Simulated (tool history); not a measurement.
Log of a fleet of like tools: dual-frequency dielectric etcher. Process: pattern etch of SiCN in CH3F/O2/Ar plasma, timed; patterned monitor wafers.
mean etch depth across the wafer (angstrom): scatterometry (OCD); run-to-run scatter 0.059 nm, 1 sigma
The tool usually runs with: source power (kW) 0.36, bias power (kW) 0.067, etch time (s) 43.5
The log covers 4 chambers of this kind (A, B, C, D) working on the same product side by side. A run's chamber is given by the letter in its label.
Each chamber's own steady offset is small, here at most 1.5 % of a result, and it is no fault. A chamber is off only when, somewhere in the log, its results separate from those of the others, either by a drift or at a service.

run     day  source power (kW)  bias power (kW)  etch time (s)  read-back reference wafer on the same gauge, depth_nm  mean etch depth across the wafer (angstrom)
 1B   0.554               0.36            0.067           43.5                                                 17.795                                       153.18
 2C     0.8               0.36            0.067           43.5                                                 17.791                                       152.45
 3D   1.258               0.36            0.067           43.5                                                 17.799                                       154.71
      1.392  -- chamber C: source power generator calibrated
 4A   1.667               0.36            0.067           43.5                                                 17.799                                       152.13
 5D   2.088               0.36            0.067           43.5                                                 17.817                                       154.89
 6C   2.642               0.36            0.067           43.5                                                 17.808                                       152.83
      2.846  -- chamber B: bias power generator calibrated
 7A   2.908               0.36            0.067           43.5                                                 17.793                                       151.69
 8B    3.35               0.36            0.067           43.5                                                   17.8                                       152.77
 9A   3.829               0.36            0.073           43.5                                                 17.809                                       157.82
10B   4.117               0.36            0.073           43.5                                                 17.797                                       156.52
11C     4.5               0.36            0.073           43.5                                                 17.814                                       158.51
12D   4.979               0.36            0.073           43.5                                                 17.803                                       157.91
13D   5.408               0.36            0.067           43.5                                                 17.807                                       153.98
14C   5.692               0.36            0.067           43.5                                                 17.816                                       152.78
15A   6.192               0.36            0.067           43.5                                                 17.792                                       153.61
16B   6.692               0.36            0.067           43.5                                                 17.803                                       152.62
17C   7.125               0.36            0.067           43.5                                                 17.788                                       152.37
18A   7.383               0.36            0.067           43.5                                                 17.798                                       153.33
      7.404  -- chamber D: wet clean of the chamber
      7.929  -- chamber A: wet clean of the chamber
19B   7.933               0.36            0.067           43.5                                                  17.79                                       151.92
      8.108  -- chamber A: source power generator calibrated
      8.204  -- chamber B: wet clean of the chamber
20D   8.442               0.36            0.067           43.5                                                 17.793                                       160.95
21A   8.967               0.36            0.067           43.5                                                 17.811                                       152.05
      9.062  -- chamber D: bias power generator calibrated
22C   9.392               0.36            0.067           43.5                                                 17.807                                       154.22
23B   9.846               0.36            0.067           43.5                                                 17.808                                       153.49
24D  10.162               0.36            0.067           43.5                                                 17.793                                       160.93
25A  10.621               0.36            0.067           43.5                                                 17.803                                       153.27
26C  11.071               0.36            0.067           43.5                                                 17.821                                       153.51
27D   11.45               0.36            0.067           43.5                                                 17.794                                       161.82
28B  11.879               0.36            0.067           43.5                                                 17.784                                       152.82
29A  12.408               0.36            0.067           43.5                                                 17.775                                       153.12
30C   12.65               0.36            0.067           43.5                                                 17.797                                       153.23
31D  12.996               0.36            0.067           43.5                                                 17.805                                       162.16
32B  13.529               0.36            0.067           43.5                                                 17.809                                        153.4
33C  13.821               0.36            0.067           43.5                                                 17.791                                       153.01
34B  14.275               0.36            0.067           43.5                                                 17.779                                       153.08
35A  14.683               0.36            0.067           43.5                                                 17.824                                       152.62

Decide between three cases: one chamber stands off from its peers, the gauge reading all wafers drifts, or nothing is wrong past each chamber's small offset. Where a chamber is off, say which and what most likely put it there.

Chamber D has stood off from the others ever since a service on it.
Most likely cause: etch rate over this chamber's usual, % = 4.31.

Which of the 4 candidates below, each the usual settings with something changed and its results left as question marks, puts chamber D back in line with what the other chambers give on the usual settings?
Maximum distance from the other chambers' mean on the usual settings for a result to count as in line: mean etch depth across the wafer (angstrom) 2.1
36D-1  15.079               0.36            0.067           39.5                                                                                                   ?
36D-2  15.079               0.36            0.066           41.5                                                                                                   ?
36D-3  15.079               0.37            0.067           47.5                                                                                                   ?
36D-4  15.079               0.36            0.068           45.5                                                                                                   ?

Mean of the other chambers on the usual settings: mean etch depth across the wafer (angstrom) 152.95
  run  mean etch depth across the wafer (angstrom)
36D-1                                       146.25
36D-2                                       152.86
36D-3                                       177.67
36D-4                                       169.33
The answer is 36D-2, which returns the chamber to within the allowed miss of the others.

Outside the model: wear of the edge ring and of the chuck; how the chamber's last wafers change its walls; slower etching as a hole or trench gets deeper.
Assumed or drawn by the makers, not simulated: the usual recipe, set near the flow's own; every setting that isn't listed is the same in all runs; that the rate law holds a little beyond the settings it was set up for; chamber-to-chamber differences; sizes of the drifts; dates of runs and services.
